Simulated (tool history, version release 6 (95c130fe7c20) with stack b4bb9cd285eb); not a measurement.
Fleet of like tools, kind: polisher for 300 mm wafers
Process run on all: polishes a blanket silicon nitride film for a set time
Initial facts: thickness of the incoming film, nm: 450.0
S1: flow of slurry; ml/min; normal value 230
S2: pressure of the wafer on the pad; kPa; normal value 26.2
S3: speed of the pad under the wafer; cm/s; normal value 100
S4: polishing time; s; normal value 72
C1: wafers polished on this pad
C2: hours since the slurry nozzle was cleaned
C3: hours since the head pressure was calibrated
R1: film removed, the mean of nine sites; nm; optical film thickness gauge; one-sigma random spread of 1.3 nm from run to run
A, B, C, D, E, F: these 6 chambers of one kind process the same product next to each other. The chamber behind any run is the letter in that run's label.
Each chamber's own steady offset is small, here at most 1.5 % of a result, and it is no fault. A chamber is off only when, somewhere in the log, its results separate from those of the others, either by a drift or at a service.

run	day	S1	S2	S3	S4	C1	C2	C3	R1
1A	0.154	230	26.2	100	72	917	266.3	116	115.61
2B	0.312	230	26.2	100	72	217	297.3	460.9	116.34
3F	0.433	230	26.2	100	72	204	408.8	395.6	115.59
4C	0.617	230	26.2	100	72	987	396.6	205.4	114.21
5D	0.733	230	26.2	100	72	353	175.4	54.9	113.99
# day 0.738: chamber C: worn pad replaced by a new one
6E	0.867	230	26.2	100	72	374	249.1	560.1	114.49
7E	1.062	230	26.2	100	72	404	253.8	564.8	113.67
# day 1.179: chamber E: slurry nozzle cleaned
8F	1.246	230	26.2	100	72	330	428.3	415.1	116.77
9A	1.417	230	26.2	100	72	1114	296.6	146.3	116.82
10C	1.542	230	26.2	100	72	125	418.8	227.6	112.14
11D	1.754	265	26.2	134	72	512	199.9	79.4	148.7
12B	1.925	265	26.2	134	72	468	336	499.6	149.9
13E	2.1	265	26.2	134	72	566	22.2	589.7	150.64
14F	2.271	265	26.2	134	72	490	452.9	439.7	147.61
# day 2.362: chamber E: worn pad replaced by a new one
15A	2.412	265	26.2	134	72	1269	320.5	170.2	148.61
# day 2.512: chamber A: worn pad replaced by a new one
16B	2.583	265	26.2	134	72	571	351.8	515.4	146.97
# day 2.683: chamber A: slurry nozzle cleaned
17D	2.754	230	26.2	100	72	669	223.9	103.4	116.8
18C	2.908	230	26.2	100	72	339	451.6	260.4	112.01
# day 2.921: chamber B: worn pad replaced by a new one
19A	3.042	230	26.2	100	72	82	8.6	185.3	117.56
20D	3.233	230	26.2	100	72	743	235.4	114.9	115.06
# day 3.417: chamber D: slurry nozzle cleaned
21E	3.438	230	22.8	100	72	168	54.3	621.8	101.12
22B	3.617	230	22.8	100	72	108	376.6	540.2	100.04
23F	3.775	230	22.8	100	72	725	489	475.8	99.466
24C	3.896	230	22.8	100	72	493	475.3	284.1	94.958
# day 3.975: chamber D: worn pad replaced by a new one
# day 3.979: chamber B: slurry nozzle cleaned
25E	4.025	230	22.8	100	72	259	68.4	635.9	99.632
26F	4.188	230	22.8	100	72	790	498.9	485.7	100.07
27C	4.333	230	26.2	100	72	561	485.8	294.6	108.92
28A	4.429	230	26.2	100	72	299	41.9	218.6	117.26
29B	4.617	230	31.7	100	72	264	15.4	564.2	141.23
30D	4.712	230	31.7	100	72	115	31.2	150.4	141.69
31C	4.929	230	31.7	100	72	654	500.1	308.9	128.78
32A	5.062	230	31.7	100	72	397	57.1	233.8	139.26
33E	5.267	230	31.7	100	72	453	98.2	665.7	141.94
34B	5.483	230	31.7	100	72	400	36.2	585	138.58
35F	5.583	230	26.2	100	72	1007	532.4	519.2	113.6
36D	5.688	230	26.2	100	72	267	54.6	173.8	114.07

Decide between three cases: one chamber stands off from its peers, the gauge reading all wafers drifts, or nothing is wrong past each chamber's small offset. Where a chamber is off, say which and what most likely put it there.

Little by little, chamber C moves away from the other chambers.
Cause: head's pressure below its setpoint, % = 9.47.

Below are 4 candidate recipes for chamber C's next run, each the usual settings with a change, their results shown as question marks. Which of them brings C's results back in line with what the other chambers give on the usual settings?
In line means no further than this from the other chambers' mean on the usual settings: R1 4.5 nm
37C-1	5.846	230	26.2	98	71				?
37C-2	5.846	230	26.2	104	72				?
37C-3	5.846	230	26.2	100	64				?
37C-4	5.846	230	26.2	100	80				?

Average result of the remaining chambers running the usual settings: R1 115.98 nm
run	R1
37C-1	100.86
37C-2	107.27
37C-3	92.401
37C-4	115.5
With 37C-4, the chamber falls back in line with the rest.
